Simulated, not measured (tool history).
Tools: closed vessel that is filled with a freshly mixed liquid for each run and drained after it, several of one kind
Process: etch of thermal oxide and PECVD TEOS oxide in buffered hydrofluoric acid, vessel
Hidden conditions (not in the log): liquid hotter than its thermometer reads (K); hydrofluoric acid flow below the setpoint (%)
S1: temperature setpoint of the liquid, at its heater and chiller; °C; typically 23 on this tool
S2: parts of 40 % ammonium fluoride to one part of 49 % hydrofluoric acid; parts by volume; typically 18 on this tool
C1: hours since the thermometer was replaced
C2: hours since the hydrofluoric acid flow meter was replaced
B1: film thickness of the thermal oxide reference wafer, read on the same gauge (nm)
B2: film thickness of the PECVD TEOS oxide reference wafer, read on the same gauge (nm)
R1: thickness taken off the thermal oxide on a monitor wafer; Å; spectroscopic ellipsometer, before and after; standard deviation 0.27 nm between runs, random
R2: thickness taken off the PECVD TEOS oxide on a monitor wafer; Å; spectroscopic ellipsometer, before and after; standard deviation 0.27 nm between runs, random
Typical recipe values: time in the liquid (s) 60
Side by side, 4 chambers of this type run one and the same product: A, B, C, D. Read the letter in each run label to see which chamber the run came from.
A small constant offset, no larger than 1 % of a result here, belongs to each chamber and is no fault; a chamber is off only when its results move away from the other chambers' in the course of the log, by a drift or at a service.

At hour 7.1: chamber C: thermometer replaced.
Run 1B, hour 11.4: usual settings; C1 2211.5; C2 545.7; B1 90.032; B2 130.01. Result: R1 350.26 Å, R2 425.43 Å.
Run 2A, hour 20.3: usual settings; C1 346.9; C2 2535; B1 89.976; B2 130.01. Result: R1 349.37 Å, R2 428.29 Å.
Run 3C, hour 32.6: usual settings; C1 25.6; C2 1616; B1 90.039; B2 129.99. Result: R1 355.56 Å, R2 429.63 Å.
Run 4D, hour 40: usual settings; C1 721.8; C2 454.7; B1 90.031; B2 130.01. Result: R1 349.87 Å, R2 424.34 Å.
Run 5C, hour 48.8: usual settings; C1 41.8; C2 1632.2; B1 90.006; B2 130. Result: R1 349.03 Å, R2 427.71 Å.
Run 6A, hour 58.7: usual settings; C1 385.3; C2 2573.4; B1 89.985; B2 130.02. Result: R1 352.07 Å, R2 432.66 Å.
Run 7B, hour 72.3: usual settings; C1 2272.4; C2 606.6; B1 89.997; B2 129.99. Result: R1 356 Å, R2 435.48 Å.
At hour 73.4: chamber B: thermometer replaced.
Run 8D, hour 83.5: usual settings; C1 765.3; C2 498.2; B1 90.042; B2 130.01. Result: R1 346.56 Å, R2 425.3 Å.
Run 9D, hour 94.6: usual settings; C1 776.4; C2 509.3; B1 89.994; B2 129.99. Result: R1 351.2 Å, R2 424.68 Å.
Run 10C, hour 108.5: usual settings; C1 101.5; C2 1691.9; B1 89.985; B2 130. Result: R1 353.17 Å, R2 426.8 Å.
Run 11A, hour 120: usual settings; C1 446.6; C2 2634.7; B1 90.029; B2 130.01. Result: R1 345.57 Å, R2 433.47 Å.
At hour 132.7: chamber A: hydrofluoric acid flow meter replaced.
Run 12B, hour 134.5: usual settings; C1 61.2; C2 668.8; B1 90.057; B2 130.01. Result: R1 348.12 Å, R2 429.56 Å.
Run 13C, hour 145.6: usual settings; C1 138.6; C2 1729; B1 90.01; B2 129.99. Result: R1 356.12 Å, R2 421.95 Å.
Run 14D, hour 152.9: usual settings; C1 834.7; C2 567.6; B1 90.003; B2 130.01. Result: R1 346.32 Å, R2 424.33 Å.
Run 15B, hour 167.5: usual settings; C1 94.2; C2 701.8; B1 90.056; B2 129.99. Result: R1 348.06 Å, R2 433.3 Å.
Run 16A, hour 177.5: usual settings; C1 504.1; C2 44.9; B1 90.002; B2 129.98. Result: R1 351.09 Å, R2 432.66 Å.
Run 17D, hour 191.1: usual settings; C1 872.9; C2 605.8; B1 89.997; B2 130. Result: R1 347.07 Å, R2 424.99 Å.
Run 18C, hour 199.7: usual settings; C1 192.7; C2 1783.1; B1 89.951; B2 129.98. Result: R1 350.07 Å, R2 426.05 Å.
Run 19B, hour 213.8: usual settings; C1 140.5; C2 748.1; B1 90.029; B2 129.99. Result: R1 350.28 Å, R2 430.84 Å.
At hour 220.5: chamber D: hydrofluoric acid flow meter replaced.
Run 20A, hour 226.5: usual settings; C1 553.1; C2 93.9; B1 90.024; B2 129.99. Result: R1 344.47 Å, R2 431.28 Å.
Run 21A, hour 240.5: usual settings but S2 20.5 parts by volume; C1 567.1; C2 107.9; B1 90.014; B2 130.02. Result: R1 306.8 Å, R2 384.11 Å.
Run 22C, hour 247: usual settings but S2 20.5 parts by volume; C1 240; C2 1830.4; B1 90.005; B2 130. Result: R1 311.68 Å, R2 374.92 Å.
Run 23B, hour 259.8: usual settings but S2 20.5 parts by volume; C1 186.5; C2 794.1; B1 89.933; B2 129.99. Result: R1 309.77 Å, R2 381.62 Å.
Run 24D, hour 274.1: usual settings but S2 20.5 parts by volume; C1 955.9; C2 53.6; B1 89.956; B2 129.99. Result: R1 312.9 Å, R2 376.82 Å.
Run 25B, hour 287.8: usual settings; C1 214.5; C2 822.1; B1 89.971; B2 130.01. Result: R1 355.08 Å, R2 430.87 Å.
Run 26C, hour 302.3: usual settings; C1 295.3; C2 1885.7; B1 89.973; B2 130. Result: R1 350.6 Å, R2 426.59 Å.
Run 27D, hour 315.6: usual settings; C1 997.4; C2 95.1; B1 89.99; B2 130. Result: R1 355.05 Å, R2 426.96 Å.
Run 28A, hour 322.1: usual settings; C1 648.7; C2 189.5; B1 90.034; B2 130.03. Result: R1 351.29 Å, R2 430.02 Å.
Run 29B, hour 331.9: usual settings; C1 258.6; C2 866.2; B1 89.97; B2 129.98. Result: R1 352.24 Å, R2 427.92 Å.
Run 30A, hour 339.9: usual settings; C1 666.5; C2 207.3; B1 89.988; B2 130. Result: R1 348.66 Å, R2 435.31 Å.
Run 31D, hour 352.5: usual settings; C1 1034.3; C2 132; B1 89.991; B2 130.02. Result: R1 352.9 Å, R2 426.26 Å.
Run 32C, hour 366.8: usual settings; C1 359.8; C2 1950.2; B1 89.981; B2 130.02. Result: R1 349.58 Å, R2 429.31 Å.
Run 33C, hour 378.2: usual settings; C1 371.2; C2 1961.6; B1 90.008; B2 130.01. Result: R1 353.28 Å, R2 426.08 Å.
Run 34A, hour 385.1: usual settings; C1 711.7; C2 252.5; B1 90.017; B2 129.98. Result: R1 352.63 Å, R2 433.86 Å.
Run 35B, hour 397: usual settings; C1 323.7; C2 931.3; B1 90.051; B2 130. Result: R1 352.36 Å, R2 428.09 Å.
Run 36D, hour 410.8: usual settings; C1 1092.6; C2 190.3; B1 89.969; B2 129.99. Result: R1 353.13 Å, R2 427.11 Å.

Is one chamber off against the others, does the gauge drift, or is nothing wrong? If a chamber is off, say which, and what the likeliest cause is.

No chamber stands off beyond its own small offset, and the gauge holds steady.
